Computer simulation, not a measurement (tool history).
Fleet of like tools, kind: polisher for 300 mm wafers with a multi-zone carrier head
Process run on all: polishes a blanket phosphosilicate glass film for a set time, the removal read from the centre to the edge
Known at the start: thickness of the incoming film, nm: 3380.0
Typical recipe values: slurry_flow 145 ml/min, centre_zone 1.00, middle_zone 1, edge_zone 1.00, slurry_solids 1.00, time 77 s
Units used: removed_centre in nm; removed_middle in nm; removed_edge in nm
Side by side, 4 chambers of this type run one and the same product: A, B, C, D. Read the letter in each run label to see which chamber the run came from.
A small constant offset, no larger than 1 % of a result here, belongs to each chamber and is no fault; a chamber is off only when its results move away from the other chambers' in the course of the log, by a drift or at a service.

Run 1A, hour 2.8: usual settings. Result: removed_centre 589.58 nm, removed_middle 603.07 nm, removed_edge 597.25 nm.
Run 2B, hour 6.6: usual settings. Result: removed_centre 595.04 nm, removed_middle 592.31 nm, removed_edge 589.85 nm.
Run 3C, hour 9.0: usual settings. Result: removed_centre 595.98 nm, removed_middle 593.73 nm, removed_edge 611.72 nm.
Run 4D, hour 13.4: usual settings. Result: removed_centre 596.39 nm, removed_middle 599.61 nm, removed_edge 594.32 nm.
Run 5D, hour 15.8: usual settings. Result: removed_centre 594.05 nm, removed_middle 588.73 nm, removed_edge 606.50 nm.
Run 6B, hour 18.4: usual settings. Result: removed_centre 589.09 nm, removed_middle 596.94 nm, removed_edge 589.27 nm.
Run 7A, hour 22.1: usual settings. Result: removed_centre 597.99 nm, removed_middle 603.26 nm, removed_edge 592.90 nm.
Run 8C, hour 25.0: usual settings but slurry_flow 190 ml/min, centre_zone 0.95. Result: removed_centre 593.02 nm, removed_middle 620.28 nm, removed_edge 629.50 nm.
At hour 25.7: chamber D: worn pad replaced by a new one.
Run 9A, hour 28.6: usual settings but slurry_flow 190 ml/min, centre_zone 0.95. Result: removed_centre 600.96 nm, removed_middle 633.12 nm, removed_edge 603.38 nm.
At hour 28.9: chamber A: worn pad replaced by a new one.
Run 10D, hour 32.4: usual settings but slurry_flow 190 ml/min, centre_zone 0.95. Result: removed_centre 588.67 nm, removed_middle 626.04 nm, removed_edge 613.20 nm.
At hour 33.0: chamber B: worn pad replaced by a new one.
Run 11C, hour 35.3: usual settings but slurry_flow 190 ml/min, centre_zone 0.95. Result: removed_centre 591.52 nm, removed_middle 626.80 nm, removed_edge 623.42 nm.
Run 12B, hour 39.8: usual settings. Result: removed_centre 596.06 nm, removed_middle 594.23 nm, removed_edge 589.53 nm.
Run 13A, hour 44.4: usual settings but edge_zone 1.09, slurry_solids 1.30. Result: removed_centre 667.87 nm, removed_middle 664.16 nm, removed_edge 678.35 nm.
Run 14D, hour 48.2: usual settings but edge_zone 1.09, slurry_solids 1.30. Result: removed_centre 657.55 nm, removed_middle 661.71 nm, removed_edge 698.97 nm.
Run 15B, hour 52.3: usual settings but edge_zone 1.09, slurry_solids 1.30. Result: removed_centre 667.48 nm, removed_middle 660.38 nm, removed_edge 691.71 nm.
At hour 52.4: chamber C: worn pad replaced by a new one.
Run 16C, hour 56.8: usual settings but edge_zone 1.09, slurry_solids 1.30. Result: removed_centre 667.23 nm, removed_middle 663.39 nm, removed_edge 716.24 nm.
Run 17C, hour 59.8: usual settings. Result: removed_centre 598.84 nm, removed_middle 592.73 nm, removed_edge 606.15 nm.
Run 18B, hour 64.5: usual settings. Result: removed_centre 599.25 nm, removed_middle 593.16 nm, removed_edge 600.61 nm.
Run 19A, hour 68.5: usual settings. Result: removed_centre 588.98 nm, removed_middle 595.47 nm, removed_edge 598.49 nm.
Run 20D, hour 73.0: usual settings. Result: removed_centre 603.08 nm, removed_middle 595.08 nm, removed_edge 583.41 nm.
At hour 74.1: chamber A: worn pad replaced by a new one.
Run 21D, hour 75.5: usual settings. Result: removed_centre 592.99 nm, removed_middle 590.01 nm, removed_edge 607.90 nm.
Run 22C, hour 78.0: usual settings but slurry_flow 185 ml/min, centre_zone 0.95. Result: removed_centre 587.05 nm, removed_middle 619.29 nm, removed_edge 628.69 nm.
Run 23A, hour 82.0: usual settings but slurry_flow 185 ml/min, centre_zone 0.95. Result: removed_centre 593.59 nm, removed_middle 621.37 nm, removed_edge 598.62 nm.
At hour 84.0: chamber B: worn pad replaced by a new one.
Run 24B, hour 84.7: usual settings but slurry_flow 185 ml/min, centre_zone 0.95. Result: removed_centre 584.35 nm, removed_middle 617.57 nm, removed_edge 612.22 nm.
Run 25D, hour 88.0: usual settings but slurry_flow 185 ml/min, centre_zone 0.95. Result: removed_centre 588.00 nm, removed_middle 621.91 nm, removed_edge 616.39 nm.
Run 26B, hour 91.7: usual settings but slurry_solids 1.30. Result: removed_centre 667.31 nm, removed_middle 664.89 nm, removed_edge 661.54 nm.
Run 27A, hour 96.3: usual settings but slurry_solids 1.30. Result: removed_centre 666.00 nm, removed_middle 671.99 nm, removed_edge 665.97 nm.
Run 28C, hour 100.1: usual settings but slurry_solids 1.30. Result: removed_centre 664.01 nm, removed_middle 670.34 nm, removed_edge 664.47 nm.
Run 29D, hour 104.9: usual settings but slurry_solids 1.30. Result: removed_centre 669.29 nm, removed_middle 665.02 nm, removed_edge 663.77 nm.
Run 30C, hour 109.3: usual settings. Result: removed_centre 598.09 nm, removed_middle 590.95 nm, removed_edge 608.28 nm.
At hour 110.8: chamber D: worn pad replaced by a new one.
Run 31A, hour 111.8: usual settings. Result: removed_centre 589.23 nm, removed_middle 600.86 nm, removed_edge 592.19 nm.
At hour 112.5: chamber A: worn pad replaced by a new one.
Run 32B, hour 114.4: usual settings. Result: removed_centre 597.99 nm, removed_middle 598.51 nm, removed_edge 604.46 nm.
Run 33C, hour 118.4: usual settings. Result: removed_centre 596.48 nm, removed_middle 595.87 nm, removed_edge 598.05 nm.
Run 34A, hour 123.5: usual settings. Result: removed_centre 591.10 nm, removed_middle 605.52 nm, removed_edge 586.08 nm.
Run 35D, hour 128.2: usual settings. Result: removed_centre 597.24 nm, removed_middle 590.88 nm, removed_edge 598.70 nm.
At hour 132.3: chamber C: worn pad replaced by a new one.
At hour 133.0: chamber B: worn pad replaced by a new one.
Run 36B, hour 133.3: usual settings. Result: removed_centre 591.08 nm, removed_middle 600.70 nm, removed_edge 594.24 nm.
Run 37B, hour 138.6: usual settings. Result: removed_centre 592.93 nm, removed_middle 598.45 nm, removed_edge 598.01 nm.
Run 38D, hour 143.7: usual settings but edge_zone 0.91, time 90 s. Result: removed_centre 695.82 nm, removed_middle 696.94 nm, removed_edge 660.80 nm.
Run 39C, hour 146.1: usual settings but edge_zone 0.91, time 90 s. Result: removed_centre 698.83 nm, removed_middle 699.32 nm, removed_edge 664.86 nm.
Run 40A, hour 149.7: usual settings but edge_zone 0.91, time 90 s. Result: removed_centre 694.13 nm, removed_middle 700.68 nm, removed_edge 659.64 nm.
At hour 150.1: chamber A: edge zone pressure recalibrated.
At hour 151.5: chamber A: worn pad replaced by a new one.
Run 41A, hour 153.0: usual settings but edge_zone 0.91, time 90 s. Result: removed_centre 693.17 nm, removed_middle 707.83 nm, removed_edge 654.39 nm.
Run 42C, hour 155.7: usual settings. Result: removed_centre 596.03 nm, removed_middle 595.89 nm, removed_edge 590.63 nm.

What goes on in this fleet: one chamber off, a drifting gauge, or nothing beyond the chambers' own small offsets? Name the chamber and the cause, if any.

Nothing is wrong: each chamber keeps only its own small, steady offset and the gauge holds still.
